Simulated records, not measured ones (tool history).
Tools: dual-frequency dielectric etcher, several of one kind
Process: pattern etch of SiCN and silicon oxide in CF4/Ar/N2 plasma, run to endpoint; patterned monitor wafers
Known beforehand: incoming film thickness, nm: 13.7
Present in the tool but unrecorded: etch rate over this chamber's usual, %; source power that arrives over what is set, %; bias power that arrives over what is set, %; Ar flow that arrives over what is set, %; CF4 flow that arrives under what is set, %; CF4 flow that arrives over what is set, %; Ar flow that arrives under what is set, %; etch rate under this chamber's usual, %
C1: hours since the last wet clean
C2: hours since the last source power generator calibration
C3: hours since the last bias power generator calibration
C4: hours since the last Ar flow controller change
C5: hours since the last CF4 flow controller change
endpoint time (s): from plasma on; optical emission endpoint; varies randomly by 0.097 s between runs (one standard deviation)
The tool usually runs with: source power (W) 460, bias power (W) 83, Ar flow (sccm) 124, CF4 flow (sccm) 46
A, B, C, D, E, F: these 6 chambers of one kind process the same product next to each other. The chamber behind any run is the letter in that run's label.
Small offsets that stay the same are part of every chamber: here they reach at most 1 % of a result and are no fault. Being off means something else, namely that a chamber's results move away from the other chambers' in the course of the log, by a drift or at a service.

run 1D hour=6.8 | source_power_(W)=460 bias_power_(W)=83 Ar_flow_(sccm)=124 CF4_flow_(sccm)=46 | C1=221.9 C2=3693.8 C3=994.3 C4=3403.7 C5=3804.8 | endpoint_time_(s)=16.264
run 2B hour=10.6 | source_power_(W)=460 bias_power_(W)=83 Ar_flow_(sccm)=124 CF4_flow_(sccm)=46 | C1=564.4 C2=1090.8 C3=3393.0 C4=2605.9 C5=11.8 | endpoint_time_(s)=16.446
-- hour=14.0 chamber D: source power generator calibrated
run 3A hour=16.4 | source_power_(W)=460 bias_power_(W)=83 Ar_flow_(sccm)=124 CF4_flow_(sccm)=46 | C1=382.1 C2=2673.1 C3=2567.4 C4=2989.7 C5=3096.5 | endpoint_time_(s)=16.532
run 4E hour=22.6 | source_power_(W)=460 bias_power_(W)=83 Ar_flow_(sccm)=124 CF4_flow_(sccm)=46 | C1=168.5 C2=2194.3 C3=209.8 C4=931.5 C5=1074.0 | endpoint_time_(s)=16.375
run 5C hour=29.6 | source_power_(W)=460 bias_power_(W)=83 Ar_flow_(sccm)=124 CF4_flow_(sccm)=46 | C1=357.7 C2=1596.6 C3=1874.6 C4=4060.3 C5=5314.6 | endpoint_time_(s)=16.324
run 6F hour=36.7 | source_power_(W)=460 bias_power_(W)=83 Ar_flow_(sccm)=124 CF4_flow_(sccm)=46 | C1=149.2 C2=168.1 C3=386.6 C4=3345.5 C5=628.7 | endpoint_time_(s)=16.302
-- hour=40.9 chamber A: wet clean of the chamber
run 7C hour=41.7 | source_power_(W)=460 bias_power_(W)=83 Ar_flow_(sccm)=124 CF4_flow_(sccm)=46 | C1=369.8 C2=1608.7 C3=1886.7 C4=4072.4 C5=5326.7 | endpoint_time_(s)=16.269
-- hour=46.0 chamber C: CF4 flow controller replaced
run 8B hour=47.4 | source_power_(W)=460 bias_power_(W)=83 Ar_flow_(sccm)=124 CF4_flow_(sccm)=46 | C1=601.2 C2=1127.6 C3=3429.8 C4=2642.7 C5=48.6 | endpoint_time_(s)=16.374
run 9D hour=53.3 | source_power_(W)=460 bias_power_(W)=83 Ar_flow_(sccm)=124 CF4_flow_(sccm)=46 | C1=268.4 C2=39.3 C3=1040.8 C4=3450.2 C5=3851.3 | endpoint_time_(s)=16.033
run 10E hour=58.0 | source_power_(W)=460 bias_power_(W)=83 Ar_flow_(sccm)=124 CF4_flow_(sccm)=46 | C1=203.9 C2=2229.7 C3=245.2 C4=966.9 C5=1109.4 | endpoint_time_(s)=16.540
run 11F hour=64.3 | source_power_(W)=460 bias_power_(W)=83 Ar_flow_(sccm)=124 CF4_flow_(sccm)=46 | C1=176.8 C2=195.7 C3=414.2 C4=3373.1 C5=656.3 | endpoint_time_(s)=16.354
run 12A hour=68.1 | source_power_(W)=460 bias_power_(W)=83 Ar_flow_(sccm)=124 CF4_flow_(sccm)=46 | C1=27.3 C2=2724.8 C3=2619.1 C4=3041.4 C5=3148.2 | endpoint_time_(s)=16.497
run 13B hour=73.0 | source_power_(W)=390 bias_power_(W)=64 Ar_flow_(sccm)=124 CF4_flow_(sccm)=46 | C1=626.8 C2=1153.2 C3=3455.4 C4=2668.3 C5=74.2 | endpoint_time_(s)=20.882
run 14F hour=78.2 | source_power_(W)=390 bias_power_(W)=64 Ar_flow_(sccm)=124 CF4_flow_(sccm)=46 | C1=190.7 C2=209.6 C3=428.1 C4=3387.0 C5=670.2 | endpoint_time_(s)=20.827
run 15A hour=83.0 | source_power_(W)=390 bias_power_(W)=64 Ar_flow_(sccm)=124 CF4_flow_(sccm)=46 | C1=42.2 C2=2739.7 C3=2634.0 C4=3056.3 C5=3163.1 | endpoint_time_(s)=20.988
-- hour=84.8 chamber B: wet clean of the chamber
run 16E hour=88.8 | source_power_(W)=390 bias_power_(W)=64 Ar_flow_(sccm)=124 CF4_flow_(sccm)=46 | C1=234.7 C2=2260.5 C3=276.0 C4=997.7 C5=1140.2 | endpoint_time_(s)=20.958
run 17D hour=95.4 | source_power_(W)=390 bias_power_(W)=64 Ar_flow_(sccm)=124 CF4_flow_(sccm)=46 | C1=310.5 C2=81.4 C3=1082.9 C4=3492.3 C5=3893.4 | endpoint_time_(s)=20.851
run 18C hour=102.5 | source_power_(W)=390 bias_power_(W)=64 Ar_flow_(sccm)=124 CF4_flow_(sccm)=46 | C1=430.6 C2=1669.5 C3=1947.5 C4=4133.2 C5=56.5 | endpoint_time_(s)=20.431
run 19C hour=108.2 | source_power_(W)=460 bias_power_(W)=83 Ar_flow_(sccm)=124 CF4_flow_(sccm)=46 | C1=436.3 C2=1675.2 C3=1953.2 C4=4138.9 C5=62.2 | endpoint_time_(s)=16.043
run 20D hour=114.6 | source_power_(W)=460 bias_power_(W)=83 Ar_flow_(sccm)=124 CF4_flow_(sccm)=46 | C1=329.7 C2=100.6 C3=1102.1 C4=3511.5 C5=3912.6 | endpoint_time_(s)=16.255
run 21B hour=120.0 | source_power_(W)=460 bias_power_(W)=83 Ar_flow_(sccm)=124 CF4_flow_(sccm)=46 | C1=35.3 C2=1200.2 C3=3502.4 C4=2715.3 C5=121.2 | endpoint_time_(s)=16.415
run 22E hour=123.3 | source_power_(W)=460 bias_power_(W)=83 Ar_flow_(sccm)=124 CF4_flow_(sccm)=46 | C1=269.2 C2=2295.0 C3=310.5 C4=1032.2 C5=1174.7 | endpoint_time_(s)=16.478
run 23A hour=126.5 | source_power_(W)=460 bias_power_(W)=83 Ar_flow_(sccm)=124 CF4_flow_(sccm)=46 | C1=85.7 C2=2783.2 C3=2677.5 C4=3099.8 C5=3206.6 | endpoint_time_(s)=16.496
run 24F hour=132.2 | source_power_(W)=460 bias_power_(W)=83 Ar_flow_(sccm)=124 CF4_flow_(sccm)=46 | C1=244.7 C2=263.6 C3=482.1 C4=3441.0 C5=724.2 | endpoint_time_(s)=16.319
run 25B hour=137.4 | source_power_(W)=460 bias_power_(W)=83 Ar_flow_(sccm)=124 CF4_flow_(sccm)=46 | C1=52.7 C2=1217.6 C3=3519.8 C4=2732.7 C5=138.6 | endpoint_time_(s)=16.474
run 26A hour=142.5 | source_power_(W)=370 bias_power_(W)=69 Ar_flow_(sccm)=124 CF4_flow_(sccm)=46 | C1=101.7 C2=2799.2 C3=2693.5 C4=3115.8 C5=3222.6 | endpoint_time_(s)=21.210
run 27C hour=148.4 | source_power_(W)=370 bias_power_(W)=69 Ar_flow_(sccm)=124 CF4_flow_(sccm)=46 | C1=476.5 C2=1715.4 C3=1993.4 C4=4179.1 C5=102.4 | endpoint_time_(s)=20.517
run 28F hour=154.7 | source_power_(W)=370 bias_power_(W)=69 Ar_flow_(sccm)=124 CF4_flow_(sccm)=46 | C1=267.2 C2=286.1 C3=504.6 C4=3463.5 C5=746.7 | endpoint_time_(s)=21.313
run 29E hour=160.1 | source_power_(W)=370 bias_power_(W)=69 Ar_flow_(sccm)=124 CF4_flow_(sccm)=46 | C1=306.0 C2=2331.8 C3=347.3 C4=1069.0 C5=1211.5 | endpoint_time_(s)=21.157
run 30D hour=163.5 | source_power_(W)=370 bias_power_(W)=69 Ar_flow_(sccm)=124 CF4_flow_(sccm)=46 | C1=378.6 C2=149.5 C3=1151.0 C4=3560.4 C5=3961.5 | endpoint_time_(s)=21.364
-- hour=167.8 chamber C: Ar flow controller replaced
run 31A hour=169.8 | source_power_(W)=370 bias_power_(W)=69 Ar_flow_(sccm)=124 CF4_flow_(sccm)=46 | C1=129.0 C2=2826.5 C3=2720.8 C4=3143.1 C5=3249.9 | endpoint_time_(s)=21.281
run 32D hour=175.1 | source_power_(W)=460 bias_power_(W)=83 Ar_flow_(sccm)=124 CF4_flow_(sccm)=46 | C1=390.2 C2=161.1 C3=1162.6 C4=3572.0 C5=3973.1 | endpoint_time_(s)=16.312
run 33E hour=182.1 | source_power_(W)=530 bias_power_(W)=83 Ar_flow_(sccm)=124 CF4_flow_(sccm)=46 | C1=328.0 C2=2353.8 C3=369.3 C4=1091.0 C5=1233.5 | endpoint_time_(s)=14.455
run 34B hour=189.1 | source_power_(W)=530 bias_power_(W)=83 Ar_flow_(sccm)=124 CF4_flow_(sccm)=46 | C1=104.4 C2=1269.3 C3=3571.5 C4=2784.4 C5=190.3 | endpoint_time_(s)=14.463
run 35C hour=194.3 | source_power_(W)=530 bias_power_(W)=83 Ar_flow_(sccm)=124 CF4_flow_(sccm)=46 | C1=522.4 C2=1761.3 C3=2039.3 C4=26.6 C5=148.3 | endpoint_time_(s)=13.852
run 36F hour=199.6 | source_power_(W)=530 bias_power_(W)=83 Ar_flow_(sccm)=124 CF4_flow_(sccm)=46 | C1=312.1 C2=331.0 C3=549.5 C4=3508.4 C5=791.6 | endpoint_time_(s)=14.525
run 37E hour=204.0 | source_power_(W)=530 bias_power_(W)=83 Ar_flow_(sccm)=124 CF4_flow_(sccm)=46 | C1=349.9 C2=2375.7 C3=391.2 C4=1112.9 C5=1255.4 | endpoint_time_(s)=14.640
run 38D hour=211.2 | source_power_(W)=530 bias_power_(W)=83 Ar_flow_(sccm)=124 CF4_flow_(sccm)=46 | C1=426.3 C2=197.2 C3=1198.7 C4=3608.1 C5=4009.2 | endpoint_time_(s)=14.235

What goes on in this fleet: one chamber off, a drifting gauge, or nothing beyond the chambers' own small offsets? Name the chamber and the cause, if any.

Chamber C drifts away from the others.
Likeliest cause: etch rate over this chamber's usual, % = 5.03.
With only this log, it may be confused with: source power that arrives over what is set, %.

Which of the 4 candidates below, each the usual settings with something changed and its results left as question marks, puts chamber C back in line with what the other chambers give on the usual settings?
To be in line, a result may differ from the other chambers' mean on the usual settings by at most: endpoint time (s) 0.340
run 39C-1 hour=216.3 | source_power_(W)=460 bias_power_(W)=83 Ar_flow_(sccm)=90 CF4_flow_(sccm)=46 | endpoint_time_(s)=?
run 39C-2 hour=216.3 | source_power_(W)=420 bias_power_(W)=80 Ar_flow_(sccm)=126 CF4_flow_(sccm)=45 | endpoint_time_(s)=?
run 39C-3 hour=216.3 | source_power_(W)=500 bias_power_(W)=86 Ar_flow_(sccm)=122 CF4_flow_(sccm)=46 | endpoint_time_(s)=?
run 39C-4 hour=216.3 | source_power_(W)=430 bias_power_(W)=83 Ar_flow_(sccm)=125 CF4_flow_(sccm)=46 | endpoint_time_(s)=?

The mean the other chambers reach with the usual settings: endpoint time (s) 16.380
run=39C-1 endpoint_time_(s)=14.854
run=39C-2 endpoint_time_(s)=17.251
run=39C-3 endpoint_time_(s)=14.310
run=39C-4 endpoint_time_(s)=16.584
39C-4 is the one that brings the chamber's results back in line with the other chambers.
